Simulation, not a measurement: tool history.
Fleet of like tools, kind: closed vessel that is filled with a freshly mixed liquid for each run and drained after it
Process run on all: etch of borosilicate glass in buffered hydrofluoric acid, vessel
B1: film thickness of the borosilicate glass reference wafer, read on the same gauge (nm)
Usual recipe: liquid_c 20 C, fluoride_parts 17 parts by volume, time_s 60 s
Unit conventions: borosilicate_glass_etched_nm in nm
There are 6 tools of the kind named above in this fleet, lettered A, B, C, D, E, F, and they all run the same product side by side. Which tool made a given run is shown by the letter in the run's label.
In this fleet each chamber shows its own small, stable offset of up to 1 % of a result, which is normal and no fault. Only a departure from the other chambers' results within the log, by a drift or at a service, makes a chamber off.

Run 1F, day 0.292: usual settings; B1 39.994. Result: borosilicate_glass_etched_nm 34.807 nm.
Run 2A, day 0.617: usual settings; B1 40.02. Result: borosilicate_glass_etched_nm 35.212 nm.
Run 3D, day 0.912: usual settings; B1 40.007. Result: borosilicate_glass_etched_nm 35.41 nm.
Run 4C, day 1.15: usual settings; B1 40.001. Result: borosilicate_glass_etched_nm 35.272 nm.
At day 1.242: chamber C: hydrofluoric acid flow meter replaced.
Run 5E, day 1.396: usual settings; B1 40.011. Result: borosilicate_glass_etched_nm 35.945 nm.
Run 6B, day 1.75: usual settings; B1 39.996. Result: borosilicate_glass_etched_nm 35.471 nm.
Run 7D, day 2.008: usual settings; B1 40.01. Result: borosilicate_glass_etched_nm 35.775 nm.
Run 8B, day 2.208: usual settings; B1 39.991. Result: borosilicate_glass_etched_nm 35.274 nm.
Run 9E, day 2.4: usual settings; B1 40.013. Result: borosilicate_glass_etched_nm 35.856 nm.
Run 10F, day 2.796: usual settings; B1 39.956. Result: borosilicate_glass_etched_nm 35.514 nm.
Run 11C, day 3.175: usual settings; B1 39.991. Result: borosilicate_glass_etched_nm 36.171 nm.
Run 12A, day 3.475: usual settings; B1 39.97. Result: borosilicate_glass_etched_nm 34.283 nm.
Run 13C, day 3.754: usual settings; B1 40.009. Result: borosilicate_glass_etched_nm 35.746 nm.
Run 14A, day 3.988: usual settings but fluoride_parts 22 parts by volume, time_s 95 s; B1 40.015. Result: borosilicate_glass_etched_nm 43.237 nm.
Run 15D, day 4.312: usual settings but fluoride_parts 22 parts by volume, time_s 95 s; B1 39.99. Result: borosilicate_glass_etched_nm 44.44 nm.
Run 16E, day 4.571: usual settings but fluoride_parts 22 parts by volume, time_s 95 s; B1 39.99. Result: borosilicate_glass_etched_nm 44.929 nm.
Run 17B, day 4.917: usual settings but fluoride_parts 22 parts by volume, time_s 95 s; B1 39.992. Result: borosilicate_glass_etched_nm 44.758 nm.
Run 18F, day 5.138: usual settings but fluoride_parts 22 parts by volume, time_s 95 s; B1 40.01. Result: borosilicate_glass_etched_nm 44.321 nm.
Run 19C, day 5.483: usual settings but fluoride_parts 22 parts by volume, time_s 95 s; B1 39.976. Result: borosilicate_glass_etched_nm 45.008 nm.
Run 20A, day 5.7: usual settings but fluoride_parts 23 parts by volume; B1 40.009. Result: borosilicate_glass_etched_nm 26.444 nm.
Run 21E, day 6.008: usual settings but fluoride_parts 23 parts by volume; B1 39.979. Result: borosilicate_glass_etched_nm 27.868 nm.
Run 22F, day 6.275: usual settings but fluoride_parts 23 parts by volume; B1 39.993. Result: borosilicate_glass_etched_nm 27.317 nm.
Run 23B, day 6.596: usual settings but fluoride_parts 23 parts by volume; B1 39.997. Result: borosilicate_glass_etched_nm 27.439 nm.
Run 24D, day 6.854: usual settings but fluoride_parts 23 parts by volume; B1 40.014. Result: borosilicate_glass_etched_nm 26.841 nm.
Run 25E, day 7.254: usual settings but fluoride_parts 23 parts by volume; B1 39.995. Result: borosilicate_glass_etched_nm 27.841 nm.
Run 26F, day 7.654: usual settings; B1 40.008. Result: borosilicate_glass_etched_nm 35.813 nm.
Run 27C, day 7.888: usual settings; B1 39.997. Result: borosilicate_glass_etched_nm 35.568 nm.
Run 28B, day 8.092: usual settings; B1 39.996. Result: borosilicate_glass_etched_nm 35.073 nm.
Run 29D, day 8.383: usual settings but fluoride_parts 23 parts by volume, time_s 50 s; B1 39.988. Result: borosilicate_glass_etched_nm 22.606 nm.
Run 30A, day 8.675: usual settings but fluoride_parts 23 parts by volume, time_s 50 s; B1 39.996. Result: borosilicate_glass_etched_nm 21.605 nm.
Run 31A, day 9.029: usual settings but fluoride_parts 23 parts by volume, time_s 50 s; B1 39.977. Result: borosilicate_glass_etched_nm 21.446 nm.
Run 32B, day 9.321: usual settings but fluoride_parts 23 parts by volume, time_s 50 s; B1 39.987. Result: borosilicate_glass_etched_nm 22.793 nm.
Run 33F, day 9.658: usual settings but fluoride_parts 23 parts by volume, time_s 50 s; B1 40.005. Result: borosilicate_glass_etched_nm 22.501 nm.
Run 34E, day 9.846: usual settings but fluoride_parts 23 parts by volume, time_s 50 s; B1 39.981. Result: borosilicate_glass_etched_nm 22.967 nm.
Run 35D, day 10.104: usual settings but time_s 30 s; B1 39.998. Result: borosilicate_glass_etched_nm 17.523 nm.
Run 36C, day 10.362: usual settings but time_s 30 s; B1 39.998. Result: borosilicate_glass_etched_nm 17.728 nm.
Run 37A, day 10.608: usual settings but time_s 30 s; B1 40.001. Result: borosilicate_glass_etched_nm 16.302 nm.
Run 38C, day 10.971: usual settings but time_s 30 s; B1 40.018. Result: borosilicate_glass_etched_nm 17.798 nm.
Run 39F, day 11.375: usual settings but time_s 30 s; B1 40.032. Result: borosilicate_glass_etched_nm 17.551 nm.
Run 40D, day 11.642: usual settings but time_s 30 s; B1 39.998. Result: borosilicate_glass_etched_nm 17.309 nm.
Run 41E, day 11.838: usual settings; B1 39.982. Result: borosilicate_glass_etched_nm 35.575 nm.
Run 42B, day 12.067: usual settings; B1 39.985. Result: borosilicate_glass_etched_nm 35.698 nm.

What goes on in this fleet: one chamber off, a drifting gauge, or nothing beyond the chambers' own small offsets? Name the chamber and the cause, if any.

Little by little, chamber A moves away from the other chambers.
Cause: hydrofluoric acid flow below the setpoint (%) = 8.37.
From this log alone, it may not be told apart from: liquid colder than its thermometer reads (K).

Which of the 4 candidates below, each the usual settings with something changed and its results left as question marks, puts chamber A back in line with what the other chambers give on the usual settings?
In line means no further than this from the other chambers' mean on the usual settings: borosilicate_glass_etched_nm 0.95 nm
Run 43A-1, day 12.354: usual settings but fluoride_parts 19 parts by volume. Result: borosilicate_glass_etched_nm ?.
Run 43A-2, day 12.354: usual settings but liquid_c 19 C. Result: borosilicate_glass_etched_nm ?.
Run 43A-3, day 12.354: usual settings but fluoride_parts 15.5 parts by volume. Result: borosilicate_glass_etched_nm ?.
Run 43A-4, day 12.354: usual settings but liquid_c 20.5 C, fluoride_parts 16.5 parts by volume. Result: borosilicate_glass_etched_nm ?.

Usual-settings mean across the other chambers: borosilicate_glass_etched_nm 35.439 nm
  run  borosilicate_glass_etched_nm
43A-1                        28.994
43A-2                        30.325
43A-3                        35.192
43A-4                        33.983
The right change is 43A-3: it brings the chamber back within the allowed miss of the others.
